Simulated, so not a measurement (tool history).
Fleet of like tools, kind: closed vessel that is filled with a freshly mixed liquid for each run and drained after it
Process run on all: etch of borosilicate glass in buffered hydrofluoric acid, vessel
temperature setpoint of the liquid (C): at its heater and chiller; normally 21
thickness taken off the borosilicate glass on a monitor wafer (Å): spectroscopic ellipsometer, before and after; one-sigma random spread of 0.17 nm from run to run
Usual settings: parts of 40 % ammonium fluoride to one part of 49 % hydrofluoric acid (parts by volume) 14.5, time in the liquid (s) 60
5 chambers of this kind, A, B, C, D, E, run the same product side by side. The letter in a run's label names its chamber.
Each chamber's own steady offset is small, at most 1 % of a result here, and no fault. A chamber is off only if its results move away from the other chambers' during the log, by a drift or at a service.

run   hour  temperature setpoint of the liquid (C)  parts of 40 % ammonium fluoride to one part of 49 % hydrofluoric acid (parts by volume)  time in the liquid (s)  hours since the thermometer was replaced  hours since the hydrofluoric acid flow meter was replaced  read-back film thickness of the borosilicate glass reference wafer, read on the same gauge (nm)  thickness taken off the borosilicate glass on a monitor wafer (Å)
 1D    9.8                                      21                                                                                     14.5                      60                                     715.1                                                     1360.5                                                                                           49.985                                                             437.12
      17.2  -- chamber B: hydrofluoric acid flow meter replaced
        19  -- chamber A: hydrofluoric acid flow meter replaced
 2B   21.7                                      21                                                                                     14.5                      60                                     388.4                                                        4.6                                                                                           49.982                                                             438.41
 3C   33.8                                      21                                                                                     14.5                      60                                    1252.1                                                      111.1                                                                                           49.984                                                             440.56
 4E   46.9                                      21                                                                                     14.5                      60                                    1560.7                                                      652.4                                                                                           50.004                                                             439.16
 5A   60.8                                      21                                                                                     14.5                      90                                    1431.4                                                       41.8                                                                                           50.003                                                             657.82
 6D   68.7                                      21                                                                                     14.5                      90                                       774                                                     1419.4                                                                                           50.014                                                             663.41
 7C   78.4                                      21                                                                                     14.5                      90                                    1296.7                                                      155.7                                                                                           50.023                                                             657.49
 8A   92.5                                      21                                                                                     14.5                      90                                    1463.1                                                       73.5                                                                                           50.006                                                             659.62
 9B  103.2                                      21                                                                                     14.5                      90                                     469.9                                                       86.1                                                                                           50.005                                                             659.02
10E  114.2                                      21                                                                                     14.5                      60                                      1628                                                      719.7                                                                                           49.995                                                             438.73
11A  130.2                                      21                                                                                     14.5                      60                                    1500.8                                                      111.2                                                                                            50.01                                                             435.66
12D    138                                      21                                                                                     14.5                      60                                     843.3                                                     1488.7                                                                                           50.026                                                              439.5
13C  150.4                                      21                                                                                     14.5                      60                                    1368.7                                                      227.7                                                                                           49.998                                                             438.27
14B  158.8                                      21                                                                                     14.5                      60                                     525.5                                                      141.7                                                                                           50.002                                                             440.14
15E  171.9                                      21                                                                                     14.5                      60                                    1685.7                                                      777.4                                                                                           49.995                                                             440.04
16A    180                                      21                                                                                     14.5                      60                                    1550.6                                                        161                                                                                            50.01                                                             436.73
17C  191.4                                      21                                                                                       12                      60                                    1409.7                                                      268.7                                                                                           49.985                                                             528.43
18E    201                                      21                                                                                       12                      60                                    1714.8                                                      806.5                                                                                           50.001                                                             530.38
19D  208.9                                      21                                                                                       12                      60                                     914.2                                                     1559.6                                                                                           49.992                                                             527.28
20B  219.8                                      21                                                                                       12                      60                                     586.5                                                      202.7                                                                                           49.986                                                             532.15
21A  231.9                                      21                                                                                       12                      60                                    1602.5                                                      212.9                                                                                            49.99                                                             529.57
22B  241.4                                      21                                                                                     14.5                      60                                     608.1                                                      224.3                                                                                           49.988                                                             439.75
23E  251.4                                      21                                                                                     14.5                      60                                    1765.2                                                      856.9                                                                                           50.003                                                             438.86
24D  266.9                                      21                                                                                     14.5                      60                                     972.2                                                     1617.6                                                                                           49.999                                                             438.37
25C  278.6                                      21                                                                                     14.5                      60                                    1496.9                                                      355.9                                                                                            49.99                                                             451.89
26D  288.3                                      26                                                                                     14.5                      60                                     993.6                                                       1639                                                                                           49.984                                                             574.18
27C  303.3                                      26                                                                                     14.5                      60                                    1521.6                                                      380.6                                                                                           49.991                                                             599.38
28B  318.9                                      26                                                                                     14.5                      60                                     685.6                                                      301.8                                                                                           50.004                                                             576.39
29A  328.6                                      26                                                                                     14.5                      60                                    1699.2                                                      309.6                                                                                           49.994                                                             569.87
30E    341                                      26                                                                                     14.5                      60                                    1854.8                                                      946.5                                                                                           49.971                                                             569.76
31D  352.2                                      21                                                                                     14.5                      60                                    1057.5                                                     1702.9                                                                                           49.995                                                             437.88
32E  359.5                                      21                                                                                     14.5                      60                                    1873.3                                                        965                                                                                           49.999                                                             434.77
33A  373.2                                      21                                                                                     14.5                      40                                    1743.8                                                      354.2                                                                                           49.993                                                             291.82

Predict what each chamber gives when all 5 of them run the settings below next.
34A  385.1                                      21                                                                                     14.5                      60                                                                                                                                                                                                                                                                        ?
34B  385.1                                      21                                                                                     14.5                      60                                                                                                                                                                                                                                                                        ?
34C  385.1                                      21                                                                                     14.5                      60                                                                                                                                                                                                                                                                        ?
34D  385.1                                      21                                                                                     14.5                      60                                                                                                                                                                                                                                                                        ?
34E  385.1                                      21                                                                                     14.5                      60                                                                                                                                                                                                                                                                        ?

run  thickness taken off the borosilicate glass on a monitor wafer (Å)
34A                                                             436.67
34B                                                             439.22
34C                                                             462.22
34D                                                             440.17
34E                                                             438.54

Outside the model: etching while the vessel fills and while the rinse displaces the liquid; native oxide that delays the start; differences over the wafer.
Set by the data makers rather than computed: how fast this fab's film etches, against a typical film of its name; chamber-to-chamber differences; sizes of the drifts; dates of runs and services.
